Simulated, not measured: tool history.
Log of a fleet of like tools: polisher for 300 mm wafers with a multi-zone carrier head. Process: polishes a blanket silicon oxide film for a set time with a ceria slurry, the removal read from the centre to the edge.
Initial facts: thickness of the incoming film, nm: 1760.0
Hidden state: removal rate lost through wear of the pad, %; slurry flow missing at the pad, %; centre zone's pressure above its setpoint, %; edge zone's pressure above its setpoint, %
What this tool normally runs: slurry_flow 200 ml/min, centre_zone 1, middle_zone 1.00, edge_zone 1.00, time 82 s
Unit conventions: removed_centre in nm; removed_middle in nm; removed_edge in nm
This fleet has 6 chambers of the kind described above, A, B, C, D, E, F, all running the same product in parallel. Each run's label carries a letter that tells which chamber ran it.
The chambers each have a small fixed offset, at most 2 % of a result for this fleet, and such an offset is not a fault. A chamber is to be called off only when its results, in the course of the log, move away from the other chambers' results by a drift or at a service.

run   hour  slurry_flow  centre_zone  middle_zone  edge_zone  time  wafers polished on this pad  hours since the slurry nozzle was cleaned  hours since the centre zone pressure was calibrated  hours since the edge zone pressure was calibrated  removed_centre  removed_middle  removed_edge
 1B    6.6          200            1         1.00       1.00    82                          545                                      586.2                                                456.0                                              385.6          352.13          355.16        354.89
 2E   19.7          200            1         1.00       1.00    82                          799                                      232.8                                                259.8                                             1407.1          360.96          345.18        352.44
 3D   31.2          200            1         1.00       1.00    82                          368                                      273.3                                                174.3                                              809.1          361.25          347.78        353.77
      38.0  -- chamber B: slurry nozzle cleaned
 4A   39.5          200            1         1.00       1.00    82                          690                                      480.4                                                841.1                                              305.3          353.09          355.70        352.58
      42.7  -- chamber B: worn pad replaced by a new one
      47.2  -- chamber C: worn pad replaced by a new one
 5F   50.7          200            1         1.00       1.00    82                          773                                      368.2                                                999.2                                              239.9          348.98          353.69        352.17
 6C   58.8          200            1         1.00       1.00    82                          129                                      692.1                                                489.1                                              674.6          355.05          356.92        351.37
 7D   70.7          200            1         1.00       1.00    82                          809                                      312.8                                                213.8                                              848.6          352.13          358.55        354.59
      75.6  -- chamber F: worn pad replaced by a new one
      77.1  -- chamber D: worn pad replaced by a new one
 8E   80.9          200            1         1.00       1.00    82                         1482                                      294.0                                                321.0                                             1468.3          352.75          346.30        351.56
      84.0  -- chamber A: worn pad replaced by a new one
      86.6  -- chamber E: worn pad replaced by a new one
 9B   92.1          200            1         1.00       1.00    82                          552                                       54.2                                                541.5                                              471.1          348.77          355.50        348.08
      99.0  -- chamber D: edge zone pressure recalibrated
10C  102.3          200            1         1.00       1.00    82                          615                                      735.6                                                532.6                                              718.1          350.69          362.62        359.62
     108.1  -- chamber A: centre zone pressure recalibrated
11A  108.4          200            1         1.00       1.00    82                          272                                      549.3                                                  0.3                                              374.2          354.39          349.42        350.16
12F  119.8          200            1         1.00       1.00    82                          493                                      437.3                                               1068.3                                              309.0          347.76          344.40        354.09
     123.6  -- chamber B: worn pad replaced by a new one
13E  127.9          200            1         1.00       1.00    82                          461                                      341.0                                                368.0                                             1515.3          354.25          346.38        356.90
     128.9  -- chamber C: worn pad replaced by a new one
     131.5  -- chamber E: edge zone pressure recalibrated
14A  139.6          200            1         1.00       1.00    82                          621                                      580.5                                                 31.5                                              405.4          354.28          362.89        354.99
15D  147.2          200            1         1.00       1.00    82                          782                                      389.3                                                290.3                                               48.2          348.33          357.02        350.26
     149.5  -- chamber B: edge zone pressure recalibrated
     154.3  -- chamber F: worn pad replaced by a new one
     155.8  -- chamber D: worn pad replaced by a new one
16B  160.1          200            1         0.91       0.91    82                          408                                      122.2                                                609.5                                               10.7          355.64          324.80        324.55
17F  167.6          200            1         0.91       0.91    82                          148                                      485.1                                               1116.1                                              356.8          350.52          317.35        336.81
     174.5  -- chamber E: slurry nozzle cleaned
18C  178.1          200            1         0.91       0.91    82                          549                                      811.4                                                608.4                                              793.9          361.00          328.01        347.06
     185.8  -- chamber D: centre zone pressure recalibrated
19A  189.1          200            1         0.91       0.91    82                         1173                                      630.0                                                 81.0                                              454.9          354.24          320.41        345.13
     197.6  -- chamber B: worn pad replaced by a new one
20D  198.2          200            1         0.91       0.91    82                          474                                      440.3                                                 12.5                                               99.2          346.48          318.23        334.06
     201.3  -- chamber A: worn pad replaced by a new one
21E  205.8          200            1         0.91       0.91    82                         1331                                       31.4                                                445.9                                               74.3          353.00          320.11        339.02
     206.4  -- chamber C: worn pad replaced by a new one
     219.4  -- chamber E: worn pad replaced by a new one
22B  219.4          260            1         1.00       1.06    82                          243                                      181.5                                                668.8                                               70.0          372.10          362.77        371.73
     221.9  -- chamber C: slurry nozzle cleaned
23F  229.4          260            1         1.00       1.06    82                          838                                      546.9                                               1177.9                                              418.6          367.56          356.28        371.39
     239.1  -- chamber D: worn pad replaced by a new one
24C  243.2          260            1         1.00       1.06    82                          411                                       21.4                                                673.5                                              859.0          366.75          366.69        377.64
25F  249.8          260            1         1.00       1.06    82                         1066                                      567.3                                               1198.3                                              439.0          364.25          371.51        371.79
     253.8  -- chamber F: centre zone pressure recalibrated
     254.5  -- chamber F: worn pad replaced by a new one
26B  262.9          260            1         1.00       1.06    82                          729                                      225.0                                                712.3                                              113.5          365.64          364.61        368.40
27E  271.9          260            1         1.00       1.06    82                          587                                       97.5                                                512.0                                              140.4          374.25          356.54        377.12
     274.5  -- chamber B: worn pad replaced by a new one
28A  281.1          200            1         1.00       1.00    82                          891                                      722.0                                                173.0                                              546.9          355.65          348.31        352.08
29C  288.2          200            1         1.00       1.00    82                          913                                       66.4                                                718.5                                              904.0          358.22          356.86        359.94
     291.6  -- chamber C: worn pad replaced by a new one
30D  300.8          200            1         1.00       1.00    82                          689                                      542.9                                                115.1                                              201.8          330.63          340.47        344.54
31E  312.9          200            1         1.00       1.00    82                         1044                                      138.5                                                553.0                                              181.4          361.01          345.57        352.24
     316.3  -- chamber D: worn pad replaced by a new one
32C  319.5          265            1         1.00       1.00    82                          312                                       97.7                                                749.8                                              935.3          372.69          366.36        365.29
     322.2  -- chamber A: worn pad replaced by a new one
     331.1  -- chamber A: edge zone pressure recalibrated
33B  331.9          265            1         1.00       1.00    82                          641                                      294.0                                                781.3                                              182.5          373.80          369.28        366.09
34D  343.7          265            1         1.00       1.00    82                          306                                      585.8                                                158.0                                              244.7          353.90          343.97        354.00
     347.1  -- chamber F: worn pad replaced by a new one
35A  352.6          265            1         1.00       1.00    82                          340                                      793.5                                                244.5                                               21.6          366.95          363.36        363.57
     362.3  -- chamber B: worn pad replaced by a new one
36F  364.3          265            1         1.00       1.00    82                          192                                      681.8                                                110.5                                              553.5          358.84          370.00        368.75
37D  373.1          265            1         1.00       1.00    82                          635                                      615.2                                                187.4                                              274.1          354.67          356.46        346.67
38B  382.3          200            1         1.00       1.00    82                          224                                      344.4                                                831.7                                              232.9          347.31          351.51        346.64

Each of the 6 chambers runs these same settings next. Fill in every chamber's results:
39A  392.3          200            1         1.08       1.00    82                                                                                                                                                                                               ?               ?             ?
39B  392.3          200            1         1.08       1.00    82                                                                                                                                                                                               ?               ?             ?
39C  392.3          200            1         1.08       1.00    82                                                                                                                                                                                               ?               ?             ?
39D  392.3          200            1         1.08       1.00    82                                                                                                                                                                                               ?               ?             ?
39E  392.3          200            1         1.08       1.00    82                                                                                                                                                                                               ?               ?             ?
39F  392.3          200            1         1.08       1.00    82                                                                                                                                                                                               ?               ?             ?

run  removed_centre  removed_middle  removed_edge
39A          358.29          375.11        351.28
39B          350.86          379.76        350.21
39C          355.25          383.36        358.47
39D          331.56          361.11        336.83
39E          352.32          376.92        352.06
39F          344.59          381.77        348.13
